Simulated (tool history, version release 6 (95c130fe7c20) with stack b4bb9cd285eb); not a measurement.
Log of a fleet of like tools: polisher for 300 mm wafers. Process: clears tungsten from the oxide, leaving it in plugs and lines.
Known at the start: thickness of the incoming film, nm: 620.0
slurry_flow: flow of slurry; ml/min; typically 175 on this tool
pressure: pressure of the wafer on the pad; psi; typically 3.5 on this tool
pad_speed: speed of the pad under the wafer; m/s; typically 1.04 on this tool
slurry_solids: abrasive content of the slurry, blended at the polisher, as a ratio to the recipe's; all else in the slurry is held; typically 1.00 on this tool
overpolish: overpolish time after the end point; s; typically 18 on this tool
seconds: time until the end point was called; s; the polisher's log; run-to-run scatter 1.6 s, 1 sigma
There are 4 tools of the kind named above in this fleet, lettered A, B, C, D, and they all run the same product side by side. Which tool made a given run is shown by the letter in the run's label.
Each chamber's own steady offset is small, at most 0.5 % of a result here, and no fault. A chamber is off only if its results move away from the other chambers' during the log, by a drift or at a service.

run   hour  slurry_flow  pressure  pad_speed  slurry_solids  overpolish  wafers polished on this pad  hours since the slurry nozzle was cleaned  hours since the head pressure was calibrated  hours since the slurry blender was calibrated  hours since the slurry got fresh peroxide  seconds
 1C    6.8          175       3.5       1.04           1.00          18                           99                                      553.7                                          64.0                                          115.3                                       17.2   118.40
 2A   12.9          175       3.5       1.04           1.00          18                         1029                                      379.6                                         171.2                                          307.2                                      102.0   117.05
 3D   20.4          175       3.5       1.04           1.00          18                          699                                      668.7                                         425.9                                          247.6                                       68.5   117.36
      24.2  -- chamber D: worn pad replaced by a new one
 4B   26.1          175       3.5       1.04           1.00          18                          998                                      293.4                                         246.0                                          112.4                                       43.9   113.94
      34.6  -- chamber B: slurry tank refilled with fresh slurry and peroxide
 5B   36.0          175       3.5       1.04           1.25          18                         1101                                      303.3                                         255.9                                          122.3                                        1.5   109.88
      40.1  -- chamber A: worn pad replaced by a new one
 6C   45.2          175       3.5       1.04           1.25          18                          498                                      592.1                                         102.4                                          153.7                                       55.6   110.26
      47.6  -- chamber C: slurry tank refilled with fresh slurry and peroxide
 7D   53.3          175       3.5       1.04           1.25          18                          303                                      701.6                                         458.8                                          280.5                                      101.4   112.35
 8A   62.1          175       3.5       1.04           1.25          18                          228                                      428.8                                         220.4                                          356.4                                      151.2   109.90
 9A   69.5          175       2.9       0.92           1.00          18                          305                                      436.2                                         227.8                                          363.8                                      158.6   162.50
      71.3  -- chamber B: worn pad replaced by a new one
      78.7  -- chamber A: slurry blender recalibrated
10B   79.6          175       2.9       0.92           1.00          18                           86                                      346.9                                         299.5                                          165.9                                       45.1   160.28
      80.3  -- chamber C: slurry blender recalibrated
      82.4  -- chamber B: slurry tank refilled with fresh slurry and peroxide
      87.9  -- chamber D: worn pad replaced by a new one
      90.0  -- chamber D: slurry tank refilled with fresh slurry and peroxide
11D   90.8          175       2.9       0.92           1.00          18                           30                                      739.1                                         496.3                                          318.0                                        0.8   162.17
      97.0  -- chamber B: slurry blender recalibrated
12C  102.3          175       2.9       0.92           1.00          18                         1092                                      649.2                                         159.5                                           22.1                                       54.8   161.54
13D  107.9          175       2.6       1.04           0.80          18                          208                                      756.2                                         513.4                                          335.1                                       17.9   167.47
     110.3  -- chamber C: slurry tank refilled with fresh slurry and peroxide
     115.1  -- chamber A: slurry nozzle cleaned
14C  118.9          175       2.6       1.04           0.80          18                         1265                                      665.8                                         176.1                                           38.7                                        8.7   165.87
     120.9  -- chamber C: worn pad replaced by a new one
     122.9  -- chamber B: slurry nozzle cleaned
15A  124.1          175       2.6       1.04           0.80          18                          873                                        9.1                                         282.4                                           45.5                                      213.2   172.58
     125.9  -- chamber B: slurry tank refilled with fresh slurry and peroxide
16B  130.5          175       2.6       1.04           0.80          18                          616                                        7.7                                         350.4                                           33.6                                        4.6   166.26
17B  140.6          175       3.5       1.04           1.00          18                          721                                       17.8                                         360.5                                           43.7                                       14.7   117.34
18C  151.9          175       3.5       1.04           1.00          18                          323                                      698.8                                         209.1                                           71.7                                       41.7   118.19
     158.2  -- chamber D: worn pad replaced by a new one
19A  159.0          175       3.5       1.04           1.00          18                         1236                                       44.0                                         317.3                                           80.4                                      248.1   127.83
     160.3  -- chamber A: worn pad replaced by a new one
     166.6  -- chamber C: slurry tank refilled with fresh slurry and peroxide
     167.2  -- chamber B: slurry tank refilled with fresh slurry and peroxide
20D  168.2          175       3.5       1.04           1.00          18                          104                                      816.5                                         573.7                                          395.4                                       78.2   116.94
21B  179.0          175       3.5       1.04           1.00          18                         1120                                       56.2                                         398.9                                           82.1                                       11.8   116.39
22A  189.8          175       3.5       1.04           1.00          18                          307                                       74.8                                         348.1                                          111.2                                      278.9   129.66
23C  200.6          175       3.5       1.04           1.00          18                          829                                      747.5                                         257.8                                          120.4                                       34.1   117.19
24D  207.8          175       3.5       1.04           1.00          18                          516                                      856.1                                         613.3                                          435.0                                      117.8   116.73
25D  213.8          175       3.5       1.04           1.00          18                          578                                      862.1                                         619.3                                          441.0                                      123.8   119.58

One chamber off, gauge drift, or nothing amiss beyond the chambers' own small offsets? If it is a chamber, which one, and what is the likeliest cause?

Little by little, chamber A moves away from the other chambers.
Cause: peroxide lost from the slurry, % = 28.6.
From this log alone, it may not be told apart from: head's pressure below its setpoint, %.

Chamber A could run next with any of the 4 candidate recipes listed below; each alters the usual settings, and their results appear as question marks. Which one brings its results back in line with what the other chambers deliver on the usual settings?
Counts as in line when no further than this from what the other chambers average on the usual settings: seconds 5.80 s
26A-1  222.1          215       3.5       1.04           1.00          18                                                                                                                                                                                                                        ?
26A-2  222.1          170       3.1       1.04           1.00          18                                                                                                                                                                                                                        ?
26A-3  222.1          175       3.7       1.10           1.00          18                                                                                                                                                                                                                        ?
26A-4  222.1          175       3.4       1.02           1.00          18                                                                                                                                                                                                                        ?

Usual-settings mean across the other chambers: seconds 118.16 s
  run  seconds
26A-1   130.15
26A-2   151.39
26A-3   119.71
26A-4   140.36
The right change is 26A-3: it brings the chamber back within the allowed miss of the others.

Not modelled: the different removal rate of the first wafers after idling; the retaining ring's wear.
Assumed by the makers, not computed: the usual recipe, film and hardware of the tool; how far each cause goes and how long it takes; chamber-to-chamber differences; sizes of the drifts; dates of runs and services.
